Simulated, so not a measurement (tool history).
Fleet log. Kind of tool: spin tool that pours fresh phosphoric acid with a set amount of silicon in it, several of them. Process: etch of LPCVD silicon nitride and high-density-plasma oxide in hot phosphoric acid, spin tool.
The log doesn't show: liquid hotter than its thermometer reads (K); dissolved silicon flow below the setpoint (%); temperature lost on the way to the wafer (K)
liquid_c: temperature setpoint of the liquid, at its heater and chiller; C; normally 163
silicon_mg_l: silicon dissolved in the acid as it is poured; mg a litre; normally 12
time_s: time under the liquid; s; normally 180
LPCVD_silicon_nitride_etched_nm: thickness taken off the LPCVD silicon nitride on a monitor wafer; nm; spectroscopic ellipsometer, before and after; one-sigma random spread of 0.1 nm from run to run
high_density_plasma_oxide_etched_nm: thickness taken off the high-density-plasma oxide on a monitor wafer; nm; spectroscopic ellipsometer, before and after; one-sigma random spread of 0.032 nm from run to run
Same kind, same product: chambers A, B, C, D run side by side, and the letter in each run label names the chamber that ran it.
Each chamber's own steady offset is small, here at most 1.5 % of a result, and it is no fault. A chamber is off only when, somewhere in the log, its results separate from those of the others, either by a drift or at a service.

run	hour	liquid_c	silicon_mg_l	time_s	hours since the thermometer was replaced	hours since the dissolved silicon flow meter was replaced	hours since the heated supply line was repaired	read-back film thickness of the LPCVD silicon nitride reference wafer, read on the same gauge (nm)	read-back film thickness of the high-density-plasma oxide reference wafer, read on the same gauge (nm)	LPCVD_silicon_nitride_etched_nm	high_density_plasma_oxide_etched_nm
1A	5.9	163	12	180	480.5	73.9	565.5	39.989	49.986	18.396	0.52589
2D	12.6	163	12	180	43.3	1891.6	404.4	39.998	49.989	18.201	0.57521
3B	18.6	163	12	180	1012.9	692.1	390.3	39.978	50.018	18.08	0.52172
4C	28	163	12	180	391	742.7	539	39.979	49.982	18.589	0.50648
5D	35	163	12	180	65.7	1914	426.8	40.007	49.967	18.234	0.58706
6A	43.6	163	20.5	225	518.2	111.6	603.2	40.031	50.007	22.847	0.56513
7C	49.8	163	20.5	225	412.8	764.5	560.8	39.995	49.976	23.081	0.53098
8B	55.9	163	20.5	225	1050.2	729.4	427.6	40.026	50.027	22.736	0.60787
9C	60.8	163	20.5	225	423.8	775.5	571.8	39.971	50.016	23.161	0.55963
10D	68.6	163	12	180	99.3	1947.6	460.4	40.052	49.952	18.125	0.56623
11B	75.1	163	12	140	1069.4	748.6	446.8	39.971	49.994	14.181	0.42925
12A	85.8	163	12	140	560.4	153.8	645.4	40	49.993	14.32	0.42398
13D	93	163	12	140	123.7	1972	484.8	39.948	49.986	14.23	0.43468
14B	100.6	163	12	140	1094.9	774.1	472.3	39.994	50.019	14.071	0.40927
15A	111.4	163	12	180	586	179.4	671	40.019	50.015	18.508	0.54539
16C	118.3	163	12	180	481.3	833	629.3	40.012	49.984	18.589	0.57421
17A	128.5	163	12	255	603.1	196.5	688.1	39.994	49.988	26.008	0.85361
18B	138.2	163	12	255	1132.5	811.7	509.9	40.017	49.986	25.945	0.87203
19C	143.7	163	12	255	506.7	858.4	654.7	39.988	50.016	26.379	0.79023
20D	149.3	163	12	255	180	2028.3	541.1	39.954	49.962	26.031	0.87382
21D	158.1	163	12	180	188.8	2037.1	549.9	39.963	49.972	18.308	0.5784
# hour 163.8: chamber B: dissolved silicon flow meter replaced
22A	165.7	163	8.5	225	640.3	233.7	725.3	39.973	49.982	22.753	0.74413
23C	175.3	163	8.5	225	538.3	890	686.3	39.97	50.009	22.862	0.77053
24B	180.9	163	8.5	225	1175.2	17.2	552.6	39.964	49.992	22.977	0.74649
25C	187.2	163	8.5	225	550.2	901.9	698.2	40.006	50.007	23.093	0.70201
26D	193.1	163	12	180	223.8	2072.1	584.9	39.989	50.006	18.392	0.54385
27B	200.4	164.5	12	215	1194.7	36.7	572.1	39.982	50.001	22.994	0.79475
28A	209.6	164.5	12	215	684.2	277.6	769.2	39.99	50.003	23.254	0.73801
29A	215.9	164.5	12	215	690.5	283.9	775.5	39.993	50.044	23.252	0.78784
# hour 220.7: chamber C: heated supply line repaired
30D	226.3	164.5	12	215	257	2105.3	618.1	39.954	49.953	22.905	0.74865
31C	231.3	163	12	180	594.3	946	10.6	39.981	50.011	18.598	0.56358
32B	241.4	165	12	180	1235.7	77.7	613.1	39.991	49.941	19.558	0.68994
33C	248.5	165	12	180	611.5	963.2	27.8	40.045	50	19.816	0.61487
34D	256.7	165	12	180	287.4	2135.7	648.5	40.027	49.983	19.648	0.62422
35A	266.9	165	12	180	741.5	334.9	826.5	40.023	49.969	19.832	0.62243
36B	277.6	163	12	180	1271.9	113.9	649.3	39.996	49.99	18.241	0.62378
37D	288.3	163	12	180	319	2167.3	680.1	40.005	49.996	18.191	0.57413
38C	299.2	163	12	180	662.2	1013.9	78.5	39.979	49.974	18.541	0.55732
39B	304.1	163	12	180	1298.4	140.4	675.8	39.992	50.03	18.316	0.53781
40A	312.3	163	12	180	786.9	380.3	871.9	39.984	50.024	18.374	0.55142

All chambers now run identical settings, listed one chamber a line with results as question marks. What results will each chamber show?
41A	320.4	163	4.5	180						?	?
41B	320.4	163	4.5	180						?	?
41C	320.4	163	4.5	180						?	?
41D	320.4	163	4.5	180						?	?

run	LPCVD_silicon_nitride_etched_nm	high_density_plasma_oxide_etched_nm
41A	18.439	0.70793
41B	18.474	0.6669
41C	18.542	0.63606
41D	18.193	0.62451
